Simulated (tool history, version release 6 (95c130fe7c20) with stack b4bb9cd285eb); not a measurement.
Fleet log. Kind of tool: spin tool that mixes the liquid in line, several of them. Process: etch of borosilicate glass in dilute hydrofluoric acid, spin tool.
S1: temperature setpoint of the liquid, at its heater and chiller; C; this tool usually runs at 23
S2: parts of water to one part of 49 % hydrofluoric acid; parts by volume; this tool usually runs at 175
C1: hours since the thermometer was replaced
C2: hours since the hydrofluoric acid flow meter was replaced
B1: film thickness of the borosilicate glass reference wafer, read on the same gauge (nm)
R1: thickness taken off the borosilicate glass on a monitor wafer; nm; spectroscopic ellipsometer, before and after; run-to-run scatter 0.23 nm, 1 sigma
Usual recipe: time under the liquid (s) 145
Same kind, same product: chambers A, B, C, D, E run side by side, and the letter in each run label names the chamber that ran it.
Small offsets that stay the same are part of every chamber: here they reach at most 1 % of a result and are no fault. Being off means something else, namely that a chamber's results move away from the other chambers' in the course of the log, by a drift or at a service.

{"run": "1A", "day": 0.329, "S1": 23, "S2": 175, "time under the liquid (s)": 145, "C1": 1653.8, "C2": 1262, "B1": 40.018, "R1": 28.21}
{"run": "2E", "day": 0.533, "S1": 23, "S2": 175, "time under the liquid (s)": 145, "C1": 250.9, "C2": 1696.5, "B1": 40.007, "R1": 28.763}
{"run": "3D", "day": 0.729, "S1": 23, "S2": 175, "time under the liquid (s)": 145, "C1": 449.7, "C2": 994.4, "B1": 39.985, "R1": 28.524}
{"run": "4B", "day": 0.879, "S1": 23, "S2": 175, "time under the liquid (s)": 145, "C1": 176.8, "C2": 660, "B1": 40.001, "R1": 28.869}
{"run": "5C", "day": 1.062, "S1": 23, "S2": 175, "time under the liquid (s)": 145, "C1": 784.2, "C2": 389.5, "B1": 40.008, "R1": 28.261}
{"run": "6E", "day": 1.3, "S1": 23, "S2": 175, "time under the liquid (s)": 145, "C1": 269.3, "C2": 1714.9, "B1": 39.976, "R1": 28.613}
{"run": "7C", "day": 1.533, "S1": 23, "S2": 175, "time under the liquid (s)": 145, "C1": 795.5, "C2": 400.8, "B1": 40.007, "R1": 28.353}
{"run": "8A", "day": 1.867, "S1": 23, "S2": 175, "time under the liquid (s)": 145, "C1": 1690.7, "C2": 1298.9, "B1": 40.021, "R1": 28.392}
{"run": "9B", "day": 2.012, "S1": 23, "S2": 175, "time under the liquid (s)": 145, "C1": 204, "C2": 687.2, "B1": 40.03, "R1": 28.92}
{"run": "10D", "day": 2.312, "S1": 23, "S2": 175, "time under the liquid (s)": 145, "C1": 487.7, "C2": 1032.4, "B1": 40.008, "R1": 28.469}
{"run": "11B", "day": 2.571, "S1": 23, "S2": 175, "time under the liquid (s)": 145, "C1": 217.4, "C2": 700.6, "B1": 40.013, "R1": 28.446}
{"run": "12A", "day": 2.754, "S1": 23, "S2": 175, "time under the liquid (s)": 145, "C1": 1712, "C2": 1320.2, "B1": 40.019, "R1": 28.269}
{"run": "13D", "day": 2.904, "S1": 23, "S2": 175, "time under the liquid (s)": 145, "C1": 501.9, "C2": 1046.6, "B1": 40.01, "R1": 29.081}
{"run": "14E", "day": 3.171, "S1": 23, "S2": 175, "time under the liquid (s)": 145, "C1": 314.2, "C2": 1759.8, "B1": 40.012, "R1": 28.557}
{"run": "15C", "day": 3.458, "S1": 26, "S2": 260, "time under the liquid (s)": 145, "C1": 841.7, "C2": 447, "B1": 39.98, "R1": 19.695}
{"run": "16E", "day": 3.671, "S1": 26, "S2": 260, "time under the liquid (s)": 145, "C1": 326.2, "C2": 1771.8, "B1": 39.971, "R1": 19.69}
{"run": "17C", "day": 3.888, "S1": 26, "S2": 260, "time under the liquid (s)": 145, "C1": 852, "C2": 457.3, "B1": 39.994, "R1": 19.714}
{"run": "18B", "day": 4.171, "S1": 26, "S2": 260, "time under the liquid (s)": 145, "C1": 255.8, "C2": 739, "B1": 39.988, "R1": 19.494}
{"run": "19D", "day": 4.346, "S1": 26, "S2": 260, "time under the liquid (s)": 145, "C1": 536.5, "C2": 1081.2, "B1": 40.001, "R1": 19.371}
{"run": "20A", "day": 4.525, "S1": 19, "S2": 175, "time under the liquid (s)": 210, "C1": 1754.5, "C2": 1362.7, "B1": 39.992, "R1": 34.603}
{"run": "21B", "day": 4.671, "S1": 19, "S2": 175, "time under the liquid (s)": 210, "C1": 267.8, "C2": 751, "B1": 39.977, "R1": 35.432}
{"run": "22D", "day": 4.971, "S1": 19, "S2": 175, "time under the liquid (s)": 210, "C1": 551.5, "C2": 1096.2, "B1": 40.013, "R1": 35.678}
{"run": "23E", "day": 5.179, "S1": 19, "S2": 175, "time under the liquid (s)": 210, "C1": 362.4, "C2": 1808, "B1": 39.985, "R1": 35.291}
{"run": "24C", "day": 5.5, "S1": 19, "S2": 175, "time under the liquid (s)": 210, "C1": 890.7, "C2": 496, "B1": 40.014, "R1": 35.655}
{"run": "25A", "day": 5.812, "S1": 23, "S2": 175, "time under the liquid (s)": 145, "C1": 1785.4, "C2": 1393.6, "B1": 40.017, "R1": 27.527}
{"run": "26C", "day": 6.025, "S1": 23, "S2": 235, "time under the liquid (s)": 220, "C1": 903.3, "C2": 508.6, "B1": 40.003, "R1": 30.065}
{"run": "27D", "day": 6.217, "S1": 23, "S2": 235, "time under the liquid (s)": 220, "C1": 581.4, "C2": 1126.1, "B1": 39.981, "R1": 30.026}
{"day": 6.346, "done": "chamber C: hydrofluoric acid flow meter replaced"}
{"day": 6.388, "done": "chamber D: thermometer replaced"}
{"run": "28E", "day": 6.408, "S1": 23, "S2": 235, "time under the liquid (s)": 220, "C1": 391.9, "C2": 1837.5, "B1": 40.003, "R1": 30.24}
{"run": "29A", "day": 6.604, "S1": 23, "S2": 235, "time under the liquid (s)": 220, "C1": 1804.4, "C2": 1412.6, "B1": 40.018, "R1": 29.228}
{"run": "30B", "day": 6.775, "S1": 23, "S2": 235, "time under the liquid (s)": 220, "C1": 318.3, "C2": 801.5, "B1": 39.987, "R1": 29.961}
{"run": "31E", "day": 6.954, "S1": 23, "S2": 175, "time under the liquid (s)": 145, "C1": 405, "C2": 1850.6, "B1": 39.987, "R1": 28.714}
{"run": "32C", "day": 7.167, "S1": 23, "S2": 175, "time under the liquid (s)": 145, "C1": 930.7, "C2": 19.7, "B1": 39.995, "R1": 28.731}
{"run": "33B", "day": 7.325, "S1": 23, "S2": 175, "time under the liquid (s)": 145, "C1": 331.5, "C2": 814.7, "B1": 40.01, "R1": 28.799}
{"run": "34D", "day": 7.646, "S1": 23, "S2": 175, "time under the liquid (s)": 145, "C1": 30.3, "C2": 1160.4, "B1": 39.973, "R1": 28.614}
{"run": "35A", "day": 7.833, "S1": 23, "S2": 175, "time under the liquid (s)": 145, "C1": 1833.9, "C2": 1442.1, "B1": 40.003, "R1": 27.231}
{"run": "36C", "day": 8.146, "S1": 23, "S2": 175, "time under the liquid (s)": 145, "C1": 954.2, "C2": 43.2, "B1": 39.986, "R1": 29.066}
{"run": "37D", "day": 8.308, "S1": 23, "S2": 175, "time under the liquid (s)": 145, "C1": 46.2, "C2": 1176.3, "B1": 39.974, "R1": 28.436}
{"run": "38E", "day": 8.533, "S1": 23, "S2": 175, "time under the liquid (s)": 200, "C1": 442.9, "C2": 1888.5, "B1": 40.004, "R1": 39.587}
{"run": "39B", "day": 8.754, "S1": 23, "S2": 175, "time under the liquid (s)": 200, "C1": 365.8, "C2": 849, "B1": 40, "R1": 39.938}
{"run": "40A", "day": 8.992, "S1": 23, "S2": 175, "time under the liquid (s)": 200, "C1": 1861.7, "C2": 1469.9, "B1": 39.996, "R1": 36.917}
{"run": "41C", "day": 9.317, "S1": 23, "S2": 175, "time under the liquid (s)": 200, "C1": 982.3, "C2": 71.3, "B1": 40.005, "R1": 39.24}
{"run": "42D", "day": 9.462, "S1": 23, "S2": 175, "time under the liquid (s)": 200, "C1": 73.9, "C2": 1204, "B1": 39.969, "R1": 39.493}
{"run": "43B", "day": 9.65, "S1": 23, "S2": 175, "time under the liquid (s)": 145, "C1": 387.3, "C2": 870.5, "B1": 40.011, "R1": 28.377}

The same settings go to every chamber for the next run, one line per chamber below. Forecast the results for each:
{"run": "44A", "day": 9.892, "S1": 23, "S2": 175, "time under the liquid (s)": 145, "R1": "?"}
{"run": "44B", "day": 9.892, "S1": 23, "S2": 175, "time under the liquid (s)": 145, "R1": "?"}
{"run": "44C", "day": 9.892, "S1": 23, "S2": 175, "time under the liquid (s)": 145, "R1": "?"}
{"run": "44D", "day": 9.892, "S1": 23, "S2": 175, "time under the liquid (s)": 145, "R1": "?"}
{"run": "44E", "day": 9.892, "S1": 23, "S2": 175, "time under the liquid (s)": 145, "R1": "?"}

run=44A R1=26.575
run=44B R1=29.03
run=44C R1=28.566
run=44D R1=28.841
run=44E R1=28.523
